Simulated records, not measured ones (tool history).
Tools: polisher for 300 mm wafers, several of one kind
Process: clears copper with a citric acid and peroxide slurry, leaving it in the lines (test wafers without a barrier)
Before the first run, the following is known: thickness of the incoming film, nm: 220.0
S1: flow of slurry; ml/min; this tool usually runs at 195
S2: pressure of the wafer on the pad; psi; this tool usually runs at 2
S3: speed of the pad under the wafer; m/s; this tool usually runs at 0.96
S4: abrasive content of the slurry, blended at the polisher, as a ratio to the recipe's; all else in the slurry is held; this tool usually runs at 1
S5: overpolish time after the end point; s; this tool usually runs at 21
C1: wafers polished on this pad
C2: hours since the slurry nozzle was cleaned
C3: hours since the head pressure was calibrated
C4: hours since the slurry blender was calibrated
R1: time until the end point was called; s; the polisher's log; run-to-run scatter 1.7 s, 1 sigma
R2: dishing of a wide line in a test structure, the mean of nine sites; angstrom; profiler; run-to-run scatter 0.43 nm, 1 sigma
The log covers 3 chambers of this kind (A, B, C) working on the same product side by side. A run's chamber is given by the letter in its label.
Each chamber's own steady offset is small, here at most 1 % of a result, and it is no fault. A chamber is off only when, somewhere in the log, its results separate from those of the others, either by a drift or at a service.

| run | hour | S1 | S2 | S3 | S4 | S5 | C1 | C2 | C3 | C4 | R1 | R2 |
|---|---|---|---|---|---|---|---|---|---|---|---|---|
| 1C | 8.3 | 195 | 2 | 0.96 | 1 | 21 | 619 | 693.4 | 674.6 | 46.2 | 171.66 | 195.07 |
| 2B | 14.1 | 195 | 2 | 0.96 | 1 | 21 | 161 | 310.3 | 501.2 | 17.1 | 167.05 | 210.72 |
| 3A | 21.6 | 195 | 2 | 0.96 | 1 | 21 | 217 | 108.4 | 553.1 | 97.1 | 170.85 | 198.83 |
| 4A | 27.2 | 195 | 2 | 0.96 | 1 | 21 | 264 | 114 | 558.7 | 102.7 | 169.38 | 202.95 |
| 5C | 32.5 | 195 | 2 | 0.96 | 1 | 21 | 820 | 717.6 | 698.8 | 70.4 | 170.48 | 198.46 |
| 6B | 37.1 | 195 | 2 | 0.96 | 1 | 21 | 352 | 333.3 | 524.2 | 40.1 | 167.89 | 203.07 |
| 7B | 43.4 | 195 | 2 | 0.96 | 1 | 21 | 404 | 339.6 | 530.5 | 46.4 | 168.6 | 195.74 |
|  | 45.3 | chamber C: worn pad replaced by a new one |
| 8C | 49.3 | 195 | 2 | 0.96 | 1 | 21 | 33 | 734.4 | 715.6 | 87.2 | 173.5 | 194.09 |
|  | 52.5 | chamber A: head pressure recalibrated |
| 9A | 54.9 | 195 | 2 | 0.96 | 1 | 21 | 494 | 141.7 | 2.4 | 130.4 | 156.48 | 211.89 |
| 10A | 59.6 | 195 | 2 | 0.96 | 1 | 21 | 533 | 146.4 | 7.1 | 135.1 | 151.63 | 227.9 |
|  | 59.7 | chamber C: slurry nozzle cleaned |
| 11C | 68.9 | 195 | 2 | 0.96 | 1 | 21 | 196 | 9.3 | 735.2 | 106.8 | 169.01 | 200.85 |
|  | 75.8 | chamber A: worn pad replaced by a new one |
| 12B | 79.2 | 195 | 2 | 0.96 | 1 | 21 | 701 | 375.4 | 566.3 | 82.2 | 168.34 | 201.87 |
| 13B | 84.8 | 195 | 2 | 0.96 | 0.7 | 21 | 748 | 381 | 571.9 | 87.8 | 183.98 | 183.87 |
|  | 86.6 | chamber B: worn pad replaced by a new one |
| 14C | 92.9 | 195 | 2 | 0.96 | 0.7 | 21 | 395 | 33.3 | 759.2 | 130.8 | 181.94 | 185.63 |
| 15A | 99.1 | 195 | 2 | 0.96 | 0.7 | 21 | 193 | 185.9 | 46.6 | 174.6 | 165.58 | 207.53 |
| 16B | 107.7 | 195 | 2 | 0.96 | 1 | 21 | 175 | 403.9 | 594.8 | 110.7 | 169.5 | 207.08 |
| 17C | 112.8 | 195 | 2 | 0.96 | 1 | 21 | 560 | 53.2 | 779.1 | 150.7 | 171.61 | 192.92 |
| 18A | 120.1 | 195 | 2 | 0.96 | 1 | 21 | 368 | 206.9 | 67.6 | 195.6 | 155.98 | 209.15 |
| 19B | 126.8 | 195 | 2 | 0.96 | 1 | 21 | 334 | 423 | 613.9 | 129.8 | 169.36 | 198.94 |
| 20C | 135.5 | 195 | 2.5 | 0.96 | 1 | 21 | 749 | 75.9 | 801.8 | 173.4 | 134.71 | 234.53 |
| 21A | 143.1 | 195 | 2.5 | 0.96 | 1 | 21 | 559 | 229.9 | 90.6 | 218.6 | 123.03 | 265.87 |
|  | 144 | chamber C: worn pad replaced by a new one |
| 22C | 151.6 | 195 | 2.5 | 0.96 | 1 | 21 | 63 | 92 | 817.9 | 189.5 | 137.12 | 244.75 |

Has any chamber moved away from the others, gradually or after a service, or does the common gauge drift, or do the chambers differ only by their own small steady offsets? State the chamber and the most likely cause if one applies.

Chamber A has stood off from the others ever since a service on it.
Likeliest cause: head's pressure above its setpoint, % = 10.

Which of the 4 candidates below, each the usual settings with something changed and its results left as question marks, puts chamber A back in line with what the other chambers give on the usual settings?
Counts as in line when no further than this from what the other chambers average on the usual settings: R1 5.9 s; R2 15 angstrom
| 23A-1 | 159.2 | 195 | 2.1 | 1 | 1 | 21 |  |  |  |  | ? | ? |
| 23A-2 | 159.2 | 195 | 2 | 0.94 | 1 | 21 |  |  |  |  | ? | ? |
| 23A-3 | 159.2 | 195 | 2 | 0.98 | 1 | 21 |  |  |  |  | ? | ? |
| 23A-4 | 159.2 | 195 | 1.9 | 0.92 | 1 | 21 |  |  |  |  | ? | ? |

On the usual settings, the other chambers give on average: R1 169.18 s; R2 200.77 angstrom
| run | R1 | R2 |
|---|---|---|
| 23A-1 | 141.57 | 236.49 |
| 23A-2 | 157.34 | 214.51 |
| 23A-3 | 151.23 | 222.36 |
| 23A-4 | 168.64 | 200.99 |
The answer is 23A-4, which returns the chamber to within the allowed miss of the others.

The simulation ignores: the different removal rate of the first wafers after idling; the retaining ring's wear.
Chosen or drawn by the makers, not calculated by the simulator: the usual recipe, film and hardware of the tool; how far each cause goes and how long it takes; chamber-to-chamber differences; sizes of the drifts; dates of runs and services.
